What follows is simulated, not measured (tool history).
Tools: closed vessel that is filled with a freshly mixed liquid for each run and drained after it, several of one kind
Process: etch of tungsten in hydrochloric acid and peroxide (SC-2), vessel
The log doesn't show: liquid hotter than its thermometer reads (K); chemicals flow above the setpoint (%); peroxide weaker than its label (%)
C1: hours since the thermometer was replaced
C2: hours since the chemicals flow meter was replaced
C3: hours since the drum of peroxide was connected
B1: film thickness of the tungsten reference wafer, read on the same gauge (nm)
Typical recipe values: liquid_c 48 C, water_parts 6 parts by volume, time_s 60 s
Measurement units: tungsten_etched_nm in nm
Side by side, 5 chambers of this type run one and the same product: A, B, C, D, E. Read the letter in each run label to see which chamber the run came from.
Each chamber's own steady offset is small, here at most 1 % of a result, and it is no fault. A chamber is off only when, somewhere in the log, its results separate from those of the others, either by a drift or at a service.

run 1B hour=6.2 | liquid_c=48 water_parts=6 time_s=60 | C1=45.5 C2=1447.3 C3=1185.1 | B1=70.012 | tungsten_etched_nm=14.7380
-- hour=8.0 chamber E: thermometer replaced
run 2C hour=16.7 | liquid_c=48 water_parts=6 time_s=60 | C1=759.2 C2=116.6 C3=418.9 | B1=69.993 | tungsten_etched_nm=14.6230
run 3A hour=25.3 | liquid_c=48 water_parts=6 time_s=60 | C1=722.0 C2=239.1 C3=731.6 | B1=69.934 | tungsten_etched_nm=14.6280
run 4E hour=36.2 | liquid_c=48 water_parts=6 time_s=60 | C1=28.3 C2=1490.3 C3=717.7 | B1=70.034 | tungsten_etched_nm=14.7380
run 5D hour=42.0 | liquid_c=48 water_parts=6 time_s=60 | C1=225.9 C2=133.7 C3=430.2 | B1=70.019 | tungsten_etched_nm=14.4380
run 6E hour=54.7 | liquid_c=48 water_parts=6 time_s=60 | C1=46.8 C2=1508.8 C3=736.2 | B1=69.995 | tungsten_etched_nm=14.3850
run 7B hour=63.1 | liquid_c=48 water_parts=6 time_s=60 | C1=102.4 C2=1504.2 C3=1242.0 | B1=69.970 | tungsten_etched_nm=14.5960
run 8C hour=69.1 | liquid_c=48 water_parts=6 time_s=60 | C1=811.6 C2=169.0 C3=471.3 | B1=70.014 | tungsten_etched_nm=14.8960
run 9A hour=75.4 | liquid_c=48 water_parts=6 time_s=60 | C1=772.1 C2=289.2 C3=781.7 | B1=70.034 | tungsten_etched_nm=14.7020
-- hour=80.0 chamber B: new drum of peroxide connected
run 10D hour=87.8 | liquid_c=48 water_parts=6 time_s=60 | C1=271.7 C2=179.5 C3=476.0 | B1=70.003 | tungsten_etched_nm=14.8390
run 11E hour=98.3 | liquid_c=48 water_parts=6 time_s=60 | C1=90.4 C2=1552.4 C3=779.8 | B1=69.966 | tungsten_etched_nm=14.5040
-- hour=105.3 chamber E: new drum of peroxide connected
run 12C hour=106.0 | liquid_c=48 water_parts=6 time_s=60 | C1=848.5 C2=205.9 C3=508.2 | B1=69.999 | tungsten_etched_nm=14.7830
run 13D hour=117.7 | liquid_c=48 water_parts=6 time_s=60 | C1=301.6 C2=209.4 C3=505.9 | B1=70.034 | tungsten_etched_nm=14.6470
run 14A hour=127.3 | liquid_c=48 water_parts=9 time_s=95 | C1=824.0 C2=341.1 C3=833.6 | B1=70.043 | tungsten_etched_nm=17.0020
run 15B hour=139.8 | liquid_c=48 water_parts=9 time_s=95 | C1=179.1 C2=1580.9 C3=59.8 | B1=69.977 | tungsten_etched_nm=16.8620
run 16A hour=149.0 | liquid_c=48 water_parts=9 time_s=95 | C1=845.7 C2=362.8 C3=855.3 | B1=70.035 | tungsten_etched_nm=17.0200
run 17E hour=158.1 | liquid_c=48 water_parts=9 time_s=95 | C1=150.2 C2=1612.2 C3=52.9 | B1=69.999 | tungsten_etched_nm=16.9840
run 18B hour=163.9 | liquid_c=48 water_parts=9 time_s=95 | C1=203.2 C2=1605.0 C3=83.9 | B1=69.973 | tungsten_etched_nm=17.0120
run 19C hour=170.6 | liquid_c=48 water_parts=6 time_s=60 | C1=913.1 C2=270.5 C3=572.8 | B1=69.980 | tungsten_etched_nm=14.7650
run 20D hour=179.4 | liquid_c=48 water_parts=6 time_s=60 | C1=363.3 C2=271.1 C3=567.6 | B1=70.017 | tungsten_etched_nm=14.3990
run 21A hour=190.2 | liquid_c=48 water_parts=6 time_s=60 | C1=886.9 C2=404.0 C3=896.5 | B1=70.025 | tungsten_etched_nm=14.9240
run 22D hour=200.6 | liquid_c=48 water_parts=6 time_s=60 | C1=384.5 C2=292.3 C3=588.8 | B1=70.013 | tungsten_etched_nm=14.7050
run 23B hour=209.0 | liquid_c=54 water_parts=6 time_s=30 | C1=248.3 C2=1650.1 C3=129.0 | B1=69.961 | tungsten_etched_nm=11.0160
run 24E hour=217.3 | liquid_c=54 water_parts=6 time_s=30 | C1=209.4 C2=1671.4 C3=112.1 | B1=69.999 | tungsten_etched_nm=11.0730
run 25C hour=229.8 | liquid_c=54 water_parts=6 time_s=30 | C1=972.3 C2=329.7 C3=632.0 | B1=70.030 | tungsten_etched_nm=10.9020
-- hour=240.5 chamber A: thermometer replaced
run 26D hour=240.9 | liquid_c=54 water_parts=6 time_s=30 | C1=424.8 C2=332.6 C3=629.1 | B1=69.999 | tungsten_etched_nm=10.7780
run 27E hour=251.4 | liquid_c=54 water_parts=6 time_s=30 | C1=243.5 C2=1705.5 C3=146.2 | B1=69.996 | tungsten_etched_nm=10.9240
run 28A hour=259.4 | liquid_c=48 water_parts=6 time_s=60 | C1=18.9 C2=473.2 C3=965.7 | B1=70.021 | tungsten_etched_nm=14.7850
run 29B hour=272.0 | liquid_c=48 water_parts=6 time_s=60 | C1=311.3 C2=1713.1 C3=192.0 | B1=70.021 | tungsten_etched_nm=14.6180
run 30C hour=277.9 | liquid_c=48 water_parts=6 time_s=60 | C1=1020.4 C2=377.8 C3=680.1 | B1=69.998 | tungsten_etched_nm=14.7400
run 31A hour=286.3 | liquid_c=48 water_parts=6 time_s=60 | C1=45.8 C2=500.1 C3=992.6 | B1=69.956 | tungsten_etched_nm=14.8450
run 32D hour=292.6 | liquid_c=48 water_parts=6 time_s=70 | C1=476.5 C2=384.3 C3=680.8 | B1=70.035 | tungsten_etched_nm=17.0030
run 33C hour=300.1 | liquid_c=48 water_parts=6 time_s=70 | C1=1042.6 C2=400.0 C3=702.3 | B1=70.046 | tungsten_etched_nm=17.1730
run 34E hour=308.0 | liquid_c=48 water_parts=6 time_s=70 | C1=300.1 C2=1762.1 C3=202.8 | B1=70.041 | tungsten_etched_nm=17.1670
-- hour=316.5 chamber A: new drum of peroxide connected
run 35B hour=317.4 | liquid_c=48 water_parts=6 time_s=70 | C1=356.7 C2=1758.5 C3=237.4 | B1=70.024 | tungsten_etched_nm=17.1530
run 36D hour=325.5 | liquid_c=48 water_parts=6 time_s=70 | C1=509.4 C2=417.2 C3=713.7 | B1=70.011 | tungsten_etched_nm=17.0190
run 37A hour=337.0 | liquid_c=48 water_parts=6 time_s=60 | C1=96.5 C2=550.8 C3=20.5 | B1=69.984 | tungsten_etched_nm=14.7670
run 38C hour=344.0 | liquid_c=48 water_parts=6 time_s=60 | C1=1086.5 C2=443.9 C3=746.2 | B1=70.016 | tungsten_etched_nm=14.6790
run 39B hour=352.4 | liquid_c=48 water_parts=6 time_s=60 | C1=391.7 C2=1793.5 C3=272.4 | B1=70.000 | tungsten_etched_nm=14.9430
run 40E hour=359.9 | liquid_c=48 water_parts=6 time_s=60 | C1=352.0 C2=1814.0 C3=254.7 | B1=69.970 | tungsten_etched_nm=14.4440
run 41C hour=366.3 | liquid_c=48 water_parts=6 time_s=60 | C1=1108.8 C2=466.2 C3=768.5 | B1=70.020 | tungsten_etched_nm=14.6990
run 42B hour=377.4 | liquid_c=48 water_parts=6 time_s=60 | C1=416.7 C2=1818.5 C3=297.4 | B1=70.005 | tungsten_etched_nm=14.7010
run 43A hour=384.4 | liquid_c=48 water_parts=6 time_s=60 | C1=143.9 C2=598.2 C3=67.9 | B1=69.972 | tungsten_etched_nm=14.9010
run 44E hour=395.9 | liquid_c=48 water_parts=6 time_s=60 | C1=388.0 C2=1850.0 C3=290.7 | B1=70.020 | tungsten_etched_nm=14.7780

Each of the 5 chambers runs these same settings next. Fill in every chamber's results:
run 45A hour=405.0 | liquid_c=41 water_parts=6 time_s=60 | tungsten_etched_nm=?
run 45B hour=405.0 | liquid_c=41 water_parts=6 time_s=60 | tungsten_etched_nm=?
run 45C hour=405.0 | liquid_c=41 water_parts=6 time_s=60 | tungsten_etched_nm=?
run 45D hour=405.0 | liquid_c=41 water_parts=6 time_s=60 | tungsten_etched_nm=?
run 45E hour=405.0 | liquid_c=41 water_parts=6 time_s=60 | tungsten_etched_nm=?

run=45A tungsten_etched_nm=9.2300
run=45B tungsten_etched_nm=9.0168
run=45C tungsten_etched_nm=9.1201
run=45D tungsten_etched_nm=9.0602
run=45E tungsten_etched_nm=8.9126
